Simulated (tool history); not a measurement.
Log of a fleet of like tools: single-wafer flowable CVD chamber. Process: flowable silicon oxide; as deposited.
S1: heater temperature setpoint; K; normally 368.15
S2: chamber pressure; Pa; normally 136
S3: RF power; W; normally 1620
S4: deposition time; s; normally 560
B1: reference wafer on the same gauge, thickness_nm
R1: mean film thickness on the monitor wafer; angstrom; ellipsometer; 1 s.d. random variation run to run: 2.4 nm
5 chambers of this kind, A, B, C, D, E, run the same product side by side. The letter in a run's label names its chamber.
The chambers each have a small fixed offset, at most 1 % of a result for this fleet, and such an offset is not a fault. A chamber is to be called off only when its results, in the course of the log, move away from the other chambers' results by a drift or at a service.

{"run": "1C", "hour": 5.0, "S1": 368.15, "S2": 136, "S3": 1620, "S4": 560, "B1": 423.84, "R1": 5170.1}
{"run": "2A", "hour": 9.1, "S1": 368.15, "S2": 136, "S3": 1620, "S4": 560, "B1": 424.07, "R1": 5102.4}
{"run": "3E", "hour": 12.7, "S1": 368.15, "S2": 136, "S3": 1620, "S4": 560, "B1": 424.01, "R1": 5230.5}
{"run": "4B", "hour": 17.5, "S1": 368.15, "S2": 136, "S3": 1620, "S4": 560, "B1": 424.26, "R1": 5206.4}
{"run": "5D", "hour": 22.6, "S1": 368.15, "S2": 136, "S3": 1620, "S4": 560, "B1": 423.92, "R1": 5191.8}
{"run": "6E", "hour": 28.7, "S1": 368.15, "S2": 136, "S3": 1620, "S4": 560, "B1": 424.22, "R1": 5158.4}
{"run": "7B", "hour": 32.1, "S1": 368.15, "S2": 136, "S3": 1620, "S4": 560, "B1": 423.8, "R1": 5176.5}
{"run": "8C", "hour": 37.6, "S1": 368.15, "S2": 136, "S3": 1620, "S4": 560, "B1": 424.31, "R1": 5197.3}
{"run": "9A", "hour": 42.5, "S1": 368.15, "S2": 136, "S3": 1620, "S4": 560, "B1": 424.36, "R1": 5065.5}
{"run": "10D", "hour": 49.6, "S1": 368.15, "S2": 136, "S3": 1620, "S4": 560, "B1": 423.6, "R1": 5153.2}
{"run": "11A", "hour": 53.8, "S1": 368.15, "S2": 136, "S3": 1620, "S4": 560, "B1": 423.55, "R1": 5093.6}
{"run": "12B", "hour": 57.2, "S1": 368.15, "S2": 136, "S3": 1620, "S4": 560, "B1": 424.44, "R1": 5159.4}
{"run": "13E", "hour": 62.8, "S1": 368.15, "S2": 136, "S3": 1620, "S4": 560, "B1": 424.02, "R1": 5199.9}
{"run": "14C", "hour": 69.2, "S1": 368.15, "S2": 136, "S3": 1620, "S4": 560, "B1": 424.1, "R1": 5212.7}
{"run": "15D", "hour": 75.5, "S1": 368.15, "S2": 136, "S3": 1620, "S4": 560, "B1": 424.29, "R1": 5156.4}
{"run": "16B", "hour": 81.4, "S1": 368.15, "S2": 136, "S3": 1620, "S4": 560, "B1": 424.22, "R1": 5179.9}
{"run": "17C", "hour": 86.3, "S1": 368.15, "S2": 136, "S3": 1620, "S4": 560, "B1": 424.35, "R1": 5185.0}
{"run": "18E", "hour": 92.6, "S1": 368.15, "S2": 136, "S3": 1620, "S4": 560, "B1": 423.84, "R1": 5172.0}
{"run": "19D", "hour": 97.2, "S1": 368.15, "S2": 136, "S3": 1620, "S4": 560, "B1": 424.1, "R1": 5184.9}
{"run": "20A", "hour": 102.3, "S1": 373.15, "S2": 159, "S3": 1620, "S4": 560, "B1": 424.0, "R1": 5164.2}
{"run": "21B", "hour": 109.9, "S1": 373.15, "S2": 159, "S3": 1620, "S4": 560, "B1": 423.81, "R1": 5181.9}
{"run": "22E", "hour": 113.9, "S1": 373.15, "S2": 159, "S3": 1620, "S4": 560, "B1": 424.27, "R1": 5189.5}
{"hour": 115.8, "done": "chamber A: capacitance manometer re-zeroed and calibrated"}
{"run": "23C", "hour": 119.5, "S1": 373.15, "S2": 159, "S3": 1620, "S4": 560, "B1": 424.03, "R1": 5246.5}
{"run": "24A", "hour": 125.3, "S1": 373.15, "S2": 159, "S3": 1620, "S4": 560, "B1": 423.98, "R1": 4937.9}
{"run": "25D", "hour": 128.8, "S1": 368.15, "S2": 136, "S3": 1620, "S4": 560, "B1": 424.54, "R1": 5198.4}
{"run": "26B", "hour": 133.9, "S1": 368.15, "S2": 136, "S3": 1620, "S4": 560, "B1": 423.26, "R1": 5139.8}
{"run": "27C", "hour": 141.1, "S1": 368.15, "S2": 136, "S3": 1620, "S4": 560, "B1": 423.9, "R1": 5147.0}
{"run": "28A", "hour": 146.0, "S1": 368.15, "S2": 136, "S3": 1620, "S4": 560, "B1": 423.72, "R1": 4858.7}
{"run": "29E", "hour": 153.1, "S1": 379.15, "S2": 136, "S3": 1620, "S4": 451, "B1": 423.99, "R1": 2872.0}
{"run": "30D", "hour": 157.8, "S1": 379.15, "S2": 136, "S3": 1620, "S4": 451, "B1": 423.8, "R1": 2893.1}
{"run": "31B", "hour": 164.0, "S1": 379.15, "S2": 136, "S3": 1620, "S4": 451, "B1": 424.62, "R1": 2888.1}
{"run": "32C", "hour": 170.6, "S1": 379.15, "S2": 136, "S3": 1620, "S4": 451, "B1": 424.31, "R1": 2904.4}
{"run": "33A", "hour": 176.0, "S1": 379.15, "S2": 136, "S3": 1620, "S4": 451, "B1": 424.02, "R1": 2698.9}
{"run": "34E", "hour": 181.5, "S1": 368.15, "S2": 136, "S3": 1620, "S4": 560, "B1": 423.71, "R1": 5173.3}
{"run": "35D", "hour": 187.7, "S1": 368.15, "S2": 136, "S3": 1620, "S4": 560, "B1": 423.92, "R1": 5226.1}
{"run": "36D", "hour": 192.8, "S1": 368.15, "S2": 136, "S3": 1620, "S4": 560, "B1": 424.12, "R1": 5175.0}

What goes on in this fleet: one chamber off, a drifting gauge, or nothing beyond the chambers' own small offsets? Name the chamber and the cause, if any.

The work done on chamber A during a service left it standing apart from the others.
Most likely cause: true pressure below the setpoint (%) = 4.12.

Below are 4 candidate recipes for chamber A's next run, each the usual settings with a change, their results shown as question marks. Which of them brings A's results back in line with what the other chambers give on the usual settings?
In line here means within this much of the mean the other chambers give on the usual settings: R1 83.0 angstrom
{"run": "37A-1", "hour": 198.4, "S1": 368.15, "S2": 141, "S3": 1620, "S4": 570, "R1": "?"}
{"run": "37A-2", "hour": 198.4, "S1": 368.15, "S2": 129, "S3": 1620, "S4": 560, "R1": "?"}
{"run": "37A-3", "hour": 198.4, "S1": 368.15, "S2": 136, "S3": 1635, "S4": 577, "R1": "?"}
{"run": "37A-4", "hour": 198.4, "S1": 369.15, "S2": 136, "S3": 1620, "S4": 560, "R1": "?"}

On the usual settings, the other chambers give on average: R1 5170.0 angstrom
run=37A-1 R1=5182.9
run=37A-2 R1=4562.8
run=37A-3 R1=5016.1
run=37A-4 R1=4695.3
37A-1 puts the chamber back in line with the other chambers.
